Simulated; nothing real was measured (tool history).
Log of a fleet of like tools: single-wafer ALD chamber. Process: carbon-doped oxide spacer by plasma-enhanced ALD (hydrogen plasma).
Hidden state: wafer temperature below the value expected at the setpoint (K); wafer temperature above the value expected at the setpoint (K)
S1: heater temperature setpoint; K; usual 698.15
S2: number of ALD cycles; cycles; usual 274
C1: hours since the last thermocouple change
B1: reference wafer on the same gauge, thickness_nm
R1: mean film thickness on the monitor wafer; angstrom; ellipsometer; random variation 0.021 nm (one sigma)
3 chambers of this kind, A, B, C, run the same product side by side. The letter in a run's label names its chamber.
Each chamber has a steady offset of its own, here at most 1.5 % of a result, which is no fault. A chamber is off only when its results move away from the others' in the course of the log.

run	hour	S1	S2	C1	B1	R1
1A	12.2	698.15	274	94.3	11.406	128.09
2C	23.8	698.15	274	32.8	11.407	127.06
3B	35.8	698.15	274	996.3	11.406	127.32
4C	44.3	698.15	274	53.3	11.409	127.51
5A	54.8	685.15	274	136.9	11.42	133.61
6B	62.6	685.15	274	1023.1	11.417	132.2
7B	77.6	685.15	274	1038.1	11.418	132.36
8C	85.4	693.15	274	94.4	11.42	129.78
9A	98	693.15	274	180.1	11.427	130.67
10A	111.6	693.15	274	193.7	11.424	130.42
11B	120.7	698.15	274	1081.2	11.436	126.93
12C	134.6	698.15	274	143.6	11.437	127.54
13B	141.9	698.15	274	1102.4	11.443	127.26
14C	153.6	698.15	274	162.6	11.434	127.42
15A	167.6	690.15	274	249.7	11.44	132.19
16A	174.9	690.15	274	257	11.442	132.33
17B	183.1	690.15	274	1143.6	11.446	130.54
18C	197.8	711.15	299	206.8	11.449	133.88
19A	212.5	711.15	299	294.6	11.456	134.96
20B	227.4	711.15	299	1187.9	11.457	133.5
21C	234.6	698.15	274	243.6	11.455	128.03
22A	242.4	698.15	274	324.5	11.458	128.5
23B	255.8	698.15	274	1216.3	11.465	127.64
24C	266.3	698.15	274	275.3	11.464	128.18
25B	276.7	698.15	274	1237.2	11.469	127.62
26A	287.6	698.15	274	369.7	11.47	128.89
27C	302.1	698.15	221	311.1	11.475	103.2
28C	309.6	698.15	221	318.6	11.476	103.24

What goes on in this fleet: one chamber off, a drifting gauge, or nothing beyond the chambers' own small offsets? Name the chamber and the cause, if any.

The gauge drifts, so all chambers seem to drift together. No chamber is off.
Cause: gauge reads high (%) = 0.694.

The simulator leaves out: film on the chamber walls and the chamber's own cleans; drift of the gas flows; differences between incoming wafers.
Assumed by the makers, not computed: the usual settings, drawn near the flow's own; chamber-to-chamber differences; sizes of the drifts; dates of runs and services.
